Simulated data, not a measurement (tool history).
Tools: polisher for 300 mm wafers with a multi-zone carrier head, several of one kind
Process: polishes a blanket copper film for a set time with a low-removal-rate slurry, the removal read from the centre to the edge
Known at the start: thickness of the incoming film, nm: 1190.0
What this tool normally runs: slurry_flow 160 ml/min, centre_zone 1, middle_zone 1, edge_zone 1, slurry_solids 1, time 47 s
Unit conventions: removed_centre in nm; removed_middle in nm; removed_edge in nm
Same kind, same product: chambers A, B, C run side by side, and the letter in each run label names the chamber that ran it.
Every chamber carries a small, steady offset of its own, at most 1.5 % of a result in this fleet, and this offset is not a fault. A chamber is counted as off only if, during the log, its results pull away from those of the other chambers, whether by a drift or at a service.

| run | hour | slurry_flow | centre_zone | middle_zone | edge_zone | slurry_solids | time | removed_centre | removed_middle | removed_edge |
|---|---|---|---|---|---|---|---|---|---|---|
| 1A | 3.5 | 160 | 1 | 1 | 1 | 1 | 47 | 137.03 | 133.47 | 141.43 |
| 2C | 6.9 | 160 | 1 | 1 | 1 | 1 | 47 | 134.82 | 136.17 | 135.19 |
| 3B | 9.3 | 160 | 1 | 1 | 1 | 1 | 47 | 137.7 | 138.58 | 136.32 |
| 4C | 12.6 | 160 | 1 | 1 | 1 | 1 | 47 | 137.4 | 137.26 | 137.29 |
| 5A | 16.8 | 160 | 1 | 1 | 1 | 1 | 47 | 138.64 | 136.46 | 135.3 |
| 6B | 19.4 | 160 | 1 | 1 | 1 | 1 | 47 | 138.71 | 136.93 | 138.11 |
| 7C | 22.1 | 160 | 1 | 1 | 1 | 1 | 47 | 135.65 | 132.75 | 139.6 |
|  | 22.6 | chamber B: worn pad replaced by a new one |
| 8A | 26.6 | 160 | 1 | 1 | 1 | 1 | 47 | 135.12 | 134.7 | 135.4 |
| 9B | 29.3 | 160 | 1 | 1 | 1 | 1 | 47 | 136.82 | 140.37 | 134.88 |
| 10B | 33 | 160 | 0.96 | 1 | 1 | 1 | 47 | 133.11 | 136 | 136.07 |
| 11A | 36 | 160 | 0.96 | 1 | 1 | 1 | 47 | 130.82 | 135.2 | 139.25 |
| 12C | 38.7 | 160 | 0.96 | 1 | 1 | 1 | 47 | 129.89 | 135.01 | 133.7 |
| 13A | 42 | 160 | 1 | 1 | 1 | 1 | 47 | 137.27 | 135.1 | 137.72 |
| 14B | 47.1 | 160 | 1 | 1 | 1 | 1 | 47 | 136.92 | 139.86 | 139.83 |
|  | 47.9 | chamber A: worn pad replaced by a new one |
| 15C | 49.4 | 140 | 1 | 0.92 | 1 | 1 | 47 | 130.16 | 120.51 | 130.6 |
| 16B | 53.1 | 140 | 1 | 0.92 | 1 | 1 | 47 | 133.05 | 127.6 | 134.35 |
|  | 56.8 | chamber C: centre zone pressure recalibrated |
| 17A | 57.5 | 140 | 1 | 0.92 | 1 | 1 | 47 | 134.31 | 124.52 | 138.14 |
| 18C | 61.6 | 160 | 1 | 1 | 0.92 | 1 | 47 | 132.02 | 131.91 | 129.61 |
| 19A | 64.5 | 160 | 1 | 1 | 0.92 | 1 | 47 | 134.13 | 136.8 | 132.79 |
| 20C | 68.4 | 160 | 1 | 1 | 0.92 | 1 | 47 | 131.19 | 128.9 | 129.97 |
|  | 69.3 | chamber B: worn pad replaced by a new one |
| 21B | 72.2 | 160 | 1 | 1 | 1 | 1 | 47 | 137.42 | 140.3 | 139.77 |
| 22C | 75.5 | 160 | 1 | 1 | 1 | 1 | 47 | 130.22 | 130.07 | 130.38 |
| 23B | 80.4 | 160 | 1 | 1 | 1 | 1 | 47 | 138.29 | 140.65 | 138.61 |
| 24A | 85 | 160 | 1 | 1 | 1 | 1 | 47 | 137.34 | 135.45 | 137.64 |
| 25B | 88.9 | 160 | 0.95 | 1 | 1 | 1 | 56 | 155.34 | 165.43 | 162.22 |
| 26C | 93.8 | 160 | 0.95 | 1 | 1 | 1 | 56 | 146.08 | 153.48 | 156.26 |
| 27A | 98.1 | 160 | 0.95 | 1 | 1 | 1 | 56 | 151.86 | 160.09 | 168.68 |
| 28A | 101.1 | 160 | 1 | 1 | 1 | 1 | 47 | 135.57 | 131.81 | 140.05 |
| 29C | 103.7 | 160 | 1 | 1 | 1 | 1 | 47 | 128.55 | 128.84 | 131.35 |
|  | 104.8 | chamber C: slurry nozzle cleaned |
| 30B | 106.4 | 160 | 1 | 1 | 1 | 1 | 47 | 134.9 | 134.45 | 136.73 |
| 31A | 110.4 | 160 | 1 | 1 | 1 | 1 | 47 | 135.79 | 134.49 | 137.49 |
|  | 114.7 | chamber B: worn pad replaced by a new one |
| 32B | 115.3 | 160 | 1 | 1 | 1 | 1 | 47 | 138.06 | 140.3 | 138.37 |
| 33C | 119.8 | 160 | 1 | 1 | 1 | 1 | 47 | 126.39 | 126.58 | 122.98 |
|  | 124.1 | chamber C: edge zone pressure recalibrated |
| 34B | 124.7 | 160 | 1 | 1.09 | 1 | 1 | 47 | 139.48 | 150.05 | 131.4 |
| 35C | 128.3 | 160 | 1 | 1.09 | 1 | 1 | 47 | 125.42 | 135.18 | 127.2 |

Which is it: a chamber that has drifted or been left off by a service, a gauge drift common to all chambers, or only each chamber's usual small offset? If a chamber is off, name it and its likeliest cause.

One chamber, C, drifts off from the rest bit by bit.
Likeliest cause: removal rate lost through wear of the pad, % = 8.71.

Which of the 4 candidates below, each the usual settings with something changed and its results left as question marks, puts chamber C back in line with what the other chambers give on the usual settings?
Counts as in line when no further than this from what the other chambers average on the usual settings: removed_centre 4.2 nm; removed_middle 5.7 nm; removed_edge 6.9 nm
| 36C-1 | 132 | 160 | 1 | 0.99 | 1 | 1 | 43 | ? | ? | ? |
| 36C-2 | 132 | 160 | 1 | 1 | 1 | 1 | 48 | ? | ? | ? |
| 36C-3 | 132 | 160 | 1 | 1 | 1 | 1 | 46 | ? | ? | ? |
| 36C-4 | 132 | 160 | 1 | 1.01 | 1 | 1 | 51 | ? | ? | ? |

The mean the other chambers reach with the usual settings: removed_centre 136.62 nm; removed_middle 137.1 nm; removed_edge 137.68 nm
| run | removed_centre | removed_middle | removed_edge |
|---|---|---|---|
| 36C-1 | 114.24 | 113.68 | 115.16 |
| 36C-2 | 127.53 | 128.07 | 128.53 |
| 36C-3 | 122.22 | 122.74 | 123.18 |
| 36C-4 | 135.51 | 137.33 | 136.55 |
36C-4 is the one that brings the chamber's results back in line with the other chambers.
